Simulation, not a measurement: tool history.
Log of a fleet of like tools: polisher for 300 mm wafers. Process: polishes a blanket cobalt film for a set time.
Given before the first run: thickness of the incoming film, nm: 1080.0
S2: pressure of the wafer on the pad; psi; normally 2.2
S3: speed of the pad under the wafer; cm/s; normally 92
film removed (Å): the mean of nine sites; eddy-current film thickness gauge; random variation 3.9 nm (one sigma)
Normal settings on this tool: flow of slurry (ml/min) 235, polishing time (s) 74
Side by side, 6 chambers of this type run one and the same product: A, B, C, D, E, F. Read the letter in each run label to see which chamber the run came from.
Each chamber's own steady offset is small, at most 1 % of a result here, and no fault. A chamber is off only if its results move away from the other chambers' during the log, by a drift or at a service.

run 1B hour=2.5 | flow_of_slurry_(ml/min)=235 S2=2.2 S3=92 polishing_time_(s)=74 | film_removed_(Å)=3356.9
run 2E hour=5.5 | flow_of_slurry_(ml/min)=235 S2=2.2 S3=92 polishing_time_(s)=74 | film_removed_(Å)=3358.3
run 3A hour=8.5 | flow_of_slurry_(ml/min)=235 S2=2.2 S3=92 polishing_time_(s)=74 | film_removed_(Å)=3303
run 4C hour=10.8 | flow_of_slurry_(ml/min)=235 S2=2.2 S3=92 polishing_time_(s)=74 | film_removed_(Å)=3356.9
run 5F hour=14.2 | flow_of_slurry_(ml/min)=235 S2=2.2 S3=92 polishing_time_(s)=74 | film_removed_(Å)=3334.6
run 6D hour=17.8 | flow_of_slurry_(ml/min)=235 S2=2.2 S3=92 polishing_time_(s)=74 | film_removed_(Å)=3282.4
-- hour=20.8 chamber C: worn pad replaced by a new one
run 7C hour=22.8 | flow_of_slurry_(ml/min)=235 S2=2.2 S3=92 polishing_time_(s)=74 | film_removed_(Å)=3396.5
run 8F hour=27.1 | flow_of_slurry_(ml/min)=235 S2=2.2 S3=92 polishing_time_(s)=90 | film_removed_(Å)=4088.8
run 9E hour=30.6 | flow_of_slurry_(ml/min)=235 S2=2.2 S3=92 polishing_time_(s)=90 | film_removed_(Å)=4110.2
run 10B hour=33.1 | flow_of_slurry_(ml/min)=235 S2=2.2 S3=92 polishing_time_(s)=90 | film_removed_(Å)=4000.4
-- hour=37.1 chamber D: worn pad replaced by a new one
-- hour=37.8 chamber C: head pressure recalibrated
run 11A hour=38 | flow_of_slurry_(ml/min)=235 S2=2.2 S3=92 polishing_time_(s)=90 | film_removed_(Å)=4045.5
run 12D hour=42.4 | flow_of_slurry_(ml/min)=235 S2=2.2 S3=92 polishing_time_(s)=90 | film_removed_(Å)=4094.4
run 13F hour=47.3 | flow_of_slurry_(ml/min)=235 S2=2.2 S3=92 polishing_time_(s)=90 | film_removed_(Å)=4100.1
run 14E hour=51.3 | flow_of_slurry_(ml/min)=235 S2=2.2 S3=92 polishing_time_(s)=74 | film_removed_(Å)=3330.6
run 15A hour=55.5 | flow_of_slurry_(ml/min)=235 S2=2.2 S3=92 polishing_time_(s)=74 | film_removed_(Å)=3393.6
-- hour=55.9 chamber B: worn pad replaced by a new one
run 16B hour=59.7 | flow_of_slurry_(ml/min)=235 S2=2.2 S3=92 polishing_time_(s)=74 | film_removed_(Å)=3313
run 17C hour=62.8 | flow_of_slurry_(ml/min)=235 S2=2.2 S3=92 polishing_time_(s)=74 | film_removed_(Å)=3286.5
run 18D hour=65.4 | flow_of_slurry_(ml/min)=185 S2=2.2 S3=92 polishing_time_(s)=57 | film_removed_(Å)=2477
run 19E hour=68.5 | flow_of_slurry_(ml/min)=185 S2=2.2 S3=92 polishing_time_(s)=57 | film_removed_(Å)=2429.9
run 20B hour=71.8 | flow_of_slurry_(ml/min)=185 S2=2.2 S3=92 polishing_time_(s)=57 | film_removed_(Å)=2460.2
run 21D hour=75 | flow_of_slurry_(ml/min)=185 S2=2.2 S3=92 polishing_time_(s)=57 | film_removed_(Å)=2517.9
run 22C hour=79.1 | flow_of_slurry_(ml/min)=185 S2=2.2 S3=92 polishing_time_(s)=57 | film_removed_(Å)=2457.4
run 23F hour=81.7 | flow_of_slurry_(ml/min)=185 S2=2.2 S3=92 polishing_time_(s)=57 | film_removed_(Å)=2482.5
run 24A hour=85.3 | flow_of_slurry_(ml/min)=235 S2=2.2 S3=92 polishing_time_(s)=74 | film_removed_(Å)=3382.5
run 25B hour=88.3 | flow_of_slurry_(ml/min)=235 S2=2.2 S3=92 polishing_time_(s)=74 | film_removed_(Å)=3294
run 26A hour=91.9 | flow_of_slurry_(ml/min)=235 S2=2.2 S3=92 polishing_time_(s)=74 | film_removed_(Å)=3362.8
run 27C hour=95.1 | flow_of_slurry_(ml/min)=235 S2=2.2 S3=92 polishing_time_(s)=74 | film_removed_(Å)=3345.3
run 28D hour=99.4 | flow_of_slurry_(ml/min)=235 S2=2.2 S3=92 polishing_time_(s)=74 | film_removed_(Å)=3338.1
run 29E hour=103.6 | flow_of_slurry_(ml/min)=165 S2=2.2 S3=92 polishing_time_(s)=96 | film_removed_(Å)=3989.2
run 30F hour=108 | flow_of_slurry_(ml/min)=165 S2=2.2 S3=92 polishing_time_(s)=96 | film_removed_(Å)=4140.9
run 31D hour=112.2 | flow_of_slurry_(ml/min)=165 S2=2.2 S3=92 polishing_time_(s)=96 | film_removed_(Å)=4151.6
run 32B hour=116.5 | flow_of_slurry_(ml/min)=165 S2=2.2 S3=92 polishing_time_(s)=96 | film_removed_(Å)=4083
-- hour=119.1 chamber C: worn pad replaced by a new one
run 33C hour=120.8 | flow_of_slurry_(ml/min)=165 S2=2.2 S3=92 polishing_time_(s)=96 | film_removed_(Å)=4139.8
run 34A hour=124.7 | flow_of_slurry_(ml/min)=165 S2=2.2 S3=92 polishing_time_(s)=96 | film_removed_(Å)=4073.8
run 35F hour=127.2 | flow_of_slurry_(ml/min)=235 S2=2.2 S3=92 polishing_time_(s)=74 | film_removed_(Å)=3359.8
run 36E hour=130.4 | flow_of_slurry_(ml/min)=235 S2=2.2 S3=92 polishing_time_(s)=74 | film_removed_(Å)=3189.3
run 37E hour=133.6 | flow_of_slurry_(ml/min)=235 S2=2.2 S3=92 polishing_time_(s)=74 | film_removed_(Å)=3140.7
run 38A hour=138.1 | flow_of_slurry_(ml/min)=235 S2=2.2 S3=92 polishing_time_(s)=74 | film_removed_(Å)=3326.5

All chambers now run identical settings, listed one chamber a line with results as question marks. What results will each chamber show?
run 39A hour=141.7 | flow_of_slurry_(ml/min)=210 S2=2.2 S3=92 polishing_time_(s)=74 | film_removed_(Å)=?
run 39B hour=141.7 | flow_of_slurry_(ml/min)=210 S2=2.2 S3=92 polishing_time_(s)=74 | film_removed_(Å)=?
run 39C hour=141.7 | flow_of_slurry_(ml/min)=210 S2=2.2 S3=92 polishing_time_(s)=74 | film_removed_(Å)=?
run 39D hour=141.7 | flow_of_slurry_(ml/min)=210 S2=2.2 S3=92 polishing_time_(s)=74 | film_removed_(Å)=?
run 39E hour=141.7 | flow_of_slurry_(ml/min)=210 S2=2.2 S3=92 polishing_time_(s)=74 | film_removed_(Å)=?
run 39F hour=141.7 | flow_of_slurry_(ml/min)=210 S2=2.2 S3=92 polishing_time_(s)=74 | film_removed_(Å)=?

run=39A film_removed_(Å)=3279.5
run=39B film_removed_(Å)=3300.4
run=39C film_removed_(Å)=3331.4
run=39D film_removed_(Å)=3278.4
run=39E film_removed_(Å)=3062
run=39F film_removed_(Å)=3286.5
